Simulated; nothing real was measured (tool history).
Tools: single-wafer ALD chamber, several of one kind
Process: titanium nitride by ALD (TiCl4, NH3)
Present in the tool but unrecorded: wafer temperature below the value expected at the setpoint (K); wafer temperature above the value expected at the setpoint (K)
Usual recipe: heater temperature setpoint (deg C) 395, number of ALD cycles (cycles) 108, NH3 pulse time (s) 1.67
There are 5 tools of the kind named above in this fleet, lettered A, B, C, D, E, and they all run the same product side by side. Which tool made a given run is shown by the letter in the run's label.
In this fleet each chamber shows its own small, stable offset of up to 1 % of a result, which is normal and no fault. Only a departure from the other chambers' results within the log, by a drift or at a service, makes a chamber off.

run,day,heater temperature setpoint (deg C),number of ALD cycles (cycles),NH3 pulse time (s),hours since the last thermocouple change,"read-back reference wafer on the same gauge, thickness_nm",mean film thickness on the monitor wafer (angstrom)
1E,0.421,395,108,1.67,780.9,2.1486,23.318
2A,0.671,395,108,1.67,1291.3,2.1481,23.664
3D,0.950,395,108,1.67,535.1,2.1492,23.604
4C,1.450,395,108,1.67,1258.3,2.1491,23.500
5B,1.938,395,108,1.67,1573.9,2.1476,23.613
6B,2.262,395,108,1.67,1581.7,2.1477,23.564
7D,2.775,395,108,1.67,578.9,2.1473,23.609
8A,3.008,395,108,1.67,1347.4,2.1465,23.608
9E,3.425,395,108,1.67,853.0,2.1461,23.323
10C,3.671,395,127,1.98,1311.6,2.1453,27.927
11C,3.946,395,127,1.98,1318.2,2.1457,27.847
12D,4.354,395,127,1.98,616.8,2.1454,27.911
13B,4.612,395,127,1.98,1638.1,2.1447,27.893
14A,4.862,395,127,1.98,1391.9,2.1445,27.915
15E,5.325,404,108,1.99,898.6,2.1441,23.630
16D,5.779,404,108,1.99,651.0,2.1443,23.956
17E,6.183,404,108,1.99,919.2,2.1433,23.639
18B,6.454,404,108,1.99,1682.3,2.1433,23.866
19C,6.775,404,108,1.99,1386.1,2.1427,23.776
20A,7.042,395,108,1.67,1444.2,2.1423,23.546
21C,7.338,395,108,1.67,1399.6,2.1420,23.480
22D,7.688,395,108,1.67,696.8,2.1416,23.603
23A,8.033,395,108,1.67,1468.0,2.1417,23.526
24B,8.517,395,108,1.67,1731.8,2.1414,23.432
25E,9.058,395,108,1.67,988.2,2.1407,23.288
26A,9.512,395,108,1.67,1503.5,2.1395,23.528
27E,9.829,395,108,1.67,1006.7,2.1393,23.281
28B,10.133,395,108,1.67,1770.6,2.1393,23.494
29C,10.646,395,108,1.67,1479.0,2.1382,23.448
30D,11.071,395,108,1.67,778.0,2.1380,23.526
31C,11.383,395,108,1.67,1496.7,2.1371,23.481
32E,11.812,381,108,1.67,1054.3,2.1381,22.899

Next, all 5 chambers run the settings below, one line each with question marks for the results. What does each chamber give?
33A,12.200,395,108,2.16,,,?
33B,12.200,395,108,2.16,,,?
33C,12.200,395,108,2.16,,,?
33D,12.200,395,108,2.16,,,?
33E,12.200,395,108,2.16,,,?

run,mean film thickness on the monitor wafer (angstrom)
33A,23.821
33B,23.792
33C,23.702
33D,23.773
33E,23.516

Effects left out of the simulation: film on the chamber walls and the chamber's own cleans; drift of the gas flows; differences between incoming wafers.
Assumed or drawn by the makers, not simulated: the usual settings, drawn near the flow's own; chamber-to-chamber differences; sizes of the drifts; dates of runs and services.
